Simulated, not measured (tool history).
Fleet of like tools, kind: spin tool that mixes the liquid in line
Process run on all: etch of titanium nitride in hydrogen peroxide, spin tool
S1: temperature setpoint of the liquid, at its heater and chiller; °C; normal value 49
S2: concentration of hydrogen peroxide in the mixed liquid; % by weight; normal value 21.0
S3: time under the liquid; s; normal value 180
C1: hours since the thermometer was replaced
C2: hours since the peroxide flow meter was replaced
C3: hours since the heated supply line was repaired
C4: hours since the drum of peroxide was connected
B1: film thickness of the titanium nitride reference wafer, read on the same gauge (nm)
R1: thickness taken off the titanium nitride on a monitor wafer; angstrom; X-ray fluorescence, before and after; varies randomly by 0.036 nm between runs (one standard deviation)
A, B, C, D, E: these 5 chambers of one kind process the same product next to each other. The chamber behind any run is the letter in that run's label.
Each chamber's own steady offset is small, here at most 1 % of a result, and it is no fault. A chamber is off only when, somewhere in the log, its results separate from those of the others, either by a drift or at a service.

Run 1B, day 0.300: usual settings; C1 1275.6; C2 454.2; C3 82.9; C4 668.1; B1 119.98. Result: R1 41.811 angstrom.
Run 2D, day 0.671: usual settings; C1 225.0; C2 435.6; C3 624.9; C4 1177.1; B1 119.98. Result: R1 42.247 angstrom.
At day 0.762: chamber A: thermometer replaced.
Run 3E, day 1.046: usual settings; C1 2006.4; C2 1216.6; C3 235.8; C4 68.6; B1 119.97. Result: R1 42.050 angstrom.
At day 1.079: chamber A: new drum of peroxide connected.
Run 4A, day 1.317: usual settings; C1 13.3; C2 1360.1; C3 82.0; C4 5.7; B1 120.00. Result: R1 42.114 angstrom.
Run 5C, day 1.504: usual settings; C1 281.0; C2 267.8; C3 878.7; C4 212.1; B1 120.02. Result: R1 42.401 angstrom.
Run 6E, day 1.821: usual settings but S2 25.5 % by weight; C1 2025.0; C2 1235.2; C3 254.4; C4 87.2; B1 120.02. Result: R1 44.050 angstrom.
Run 7A, day 2.054: usual settings but S2 25.5 % by weight; C1 31.0; C2 1377.8; C3 99.7; C4 23.4; B1 119.99. Result: R1 43.907 angstrom.
At day 2.188: chamber D: new drum of peroxide connected.
Run 8D, day 2.267: usual settings but S2 25.5 % by weight; C1 263.3; C2 473.9; C3 663.2; C4 2.0; B1 119.96. Result: R1 45.034 angstrom.
Run 9B, day 2.646: usual settings but S2 25.5 % by weight; C1 1331.9; C2 510.5; C3 139.2; C4 724.4; B1 120.03. Result: R1 44.367 angstrom.
Run 10C, day 3.017: usual settings but S2 25.5 % by weight; C1 317.3; C2 304.1; C3 915.0; C4 248.4; B1 120.02. Result: R1 44.623 angstrom.
Run 11E, day 3.367: usual settings; C1 2062.1; C2 1272.3; C3 291.5; C4 124.3; B1 120.02. Result: R1 42.518 angstrom.
Run 12A, day 3.571: usual settings; C1 67.4; C2 1414.2; C3 136.1; C4 59.8; B1 119.95. Result: R1 41.890 angstrom.
Run 13C, day 3.754: usual settings; C1 335.0; C2 321.8; C3 932.7; C4 266.1; B1 120.00. Result: R1 42.390 angstrom.
Run 14D, day 3.983: usual settings; C1 304.5; C2 515.1; C3 704.4; C4 43.2; B1 120.02. Result: R1 41.979 angstrom.
Run 15B, day 4.275: usual settings; C1 1371.0; C2 549.6; C3 178.3; C4 763.5; B1 119.96. Result: R1 42.132 angstrom.
Run 16A, day 4.467: usual settings; C1 88.9; C2 1435.7; C3 157.6; C4 81.3; B1 119.99. Result: R1 41.943 angstrom.
Run 17C, day 4.704: usual settings; C1 357.8; C2 344.6; C3 955.5; C4 288.9; B1 119.98. Result: R1 42.152 angstrom.
At day 4.975: chamber A: peroxide flow meter replaced.
Run 18D, day 5.083: usual settings but S2 18.0 % by weight; C1 330.9; C2 541.5; C3 730.8; C4 69.6; B1 119.96. Result: R1 40.743 angstrom.
Run 19B, day 5.429: usual settings but S2 18.0 % by weight; C1 1398.7; C2 577.3; C3 206.0; C4 791.2; B1 119.99. Result: R1 40.487 angstrom.
Run 20E, day 5.604: usual settings but S2 18.0 % by weight; C1 2115.8; C2 1326.0; C3 345.2; C4 178.0; B1 120.02. Result: R1 41.229 angstrom.
Run 21A, day 5.862: usual settings but S2 18.0 % by weight; C1 122.4; C2 21.4; C3 191.1; C4 114.8; B1 119.99. Result: R1 41.079 angstrom.
Run 22C, day 6.167: usual settings but S2 18.0 % by weight; C1 392.9; C2 379.7; C3 990.6; C4 324.0; B1 119.99. Result: R1 41.128 angstrom.
Run 23E, day 6.358: usual settings; C1 2133.9; C2 1344.1; C3 363.3; C4 196.1; B1 120.00. Result: R1 42.605 angstrom.
At day 6.371: chamber B: peroxide flow meter replaced.
Run 24D, day 6.675: usual settings; C1 369.1; C2 579.7; C3 769.0; C4 107.8; B1 119.98. Result: R1 41.914 angstrom.
Run 25B, day 7.058: usual settings; C1 1437.8; C2 16.6; C3 245.1; C4 830.3; B1 120.04. Result: R1 42.013 angstrom.
Run 26B, day 7.275: usual settings; C1 1443.0; C2 21.8; C3 250.3; C4 835.5; B1 119.99. Result: R1 42.338 angstrom.
Run 27C, day 7.475: usual settings; C1 424.3; C2 411.1; C3 1022.0; C4 355.4; B1 120.00. Result: R1 42.577 angstrom.
Run 28A, day 7.742: usual settings; C1 167.5; C2 66.5; C3 236.2; C4 159.9; B1 120.05. Result: R1 42.214 angstrom.
Run 29E, day 7.917: usual settings; C1 2171.3; C2 1381.5; C3 400.7; C4 233.5; B1 120.00. Result: R1 42.427 angstrom.
Run 30D, day 8.279: usual settings; C1 407.6; C2 618.2; C3 807.5; C4 146.3; B1 119.97. Result: R1 42.575 angstrom.
Run 31C, day 8.662: usual settings; C1 452.8; C2 439.6; C3 1050.5; C4 383.9; B1 119.97. Result: R1 42.496 angstrom.
Run 32B, day 8.958: usual settings; C1 1483.4; C2 62.2; C3 290.7; C4 875.9; B1 119.98. Result: R1 42.271 angstrom.
Run 33E, day 9.200: usual settings but S2 23.5 % by weight; C1 2202.1; C2 1412.3; C3 431.5; C4 264.3; B1 119.96. Result: R1 44.018 angstrom.
At day 9.375: chamber E: thermometer replaced.
Run 34A, day 9.379: usual settings but S2 23.5 % by weight; C1 206.8; C2 105.8; C3 275.5; C4 199.2; B1 120.03. Result: R1 42.703 angstrom.
Run 35D, day 9.746: usual settings but S2 23.5 % by weight; C1 442.8; C2 653.4; C3 842.7; C4 181.5; B1 120.01. Result: R1 43.560 angstrom.
Run 36E, day 9.933: usual settings but S2 23.5 % by weight; C1 13.5; C2 1429.9; C3 449.1; C4 281.9; B1 120.01. Result: R1 43.353 angstrom.
At day 10.125: chamber D: peroxide flow meter replaced.
Run 37A, day 10.308: usual settings but S2 23.5 % by weight; C1 229.1; C2 128.1; C3 297.8; C4 221.5; B1 120.01. Result: R1 43.700 angstrom.
Run 38D, day 10.588: usual settings; C1 463.0; C2 11.1; C3 862.9; C4 201.7; B1 119.99. Result: R1 42.718 angstrom.
Run 39C, day 10.846: usual settings; C1 505.2; C2 492.0; C3 1102.9; C4 436.3; B1 119.97. Result: R1 42.416 angstrom.
Run 40B, day 11.171: usual settings; C1 1536.5; C2 115.3; C3 343.8; C4 929.0; B1 119.98. Result: R1 42.563 angstrom.
Run 41A, day 11.529: usual settings; C1 258.4; C2 157.4; C3 327.1; C4 250.8; B1 119.98. Result: R1 41.862 angstrom.
Run 42E, day 11.754: usual settings; C1 57.2; C2 1473.6; C3 492.8; C4 325.6; B1 120.00. Result: R1 42.369 angstrom.

Predict what each chamber gives when all 5 of them run the settings below next.
Run 43A, day 12.029: usual settings. Result: R1 ?.
Run 43B, day 12.029: usual settings. Result: R1 ?.
Run 43C, day 12.029: usual settings. Result: R1 ?.
Run 43D, day 12.029: usual settings. Result: R1 ?.
Run 43E, day 12.029: usual settings. Result: R1 ?.

run      R1
43A  42.523
43B  41.963
43C  41.589
43D  42.733
43E  42.716

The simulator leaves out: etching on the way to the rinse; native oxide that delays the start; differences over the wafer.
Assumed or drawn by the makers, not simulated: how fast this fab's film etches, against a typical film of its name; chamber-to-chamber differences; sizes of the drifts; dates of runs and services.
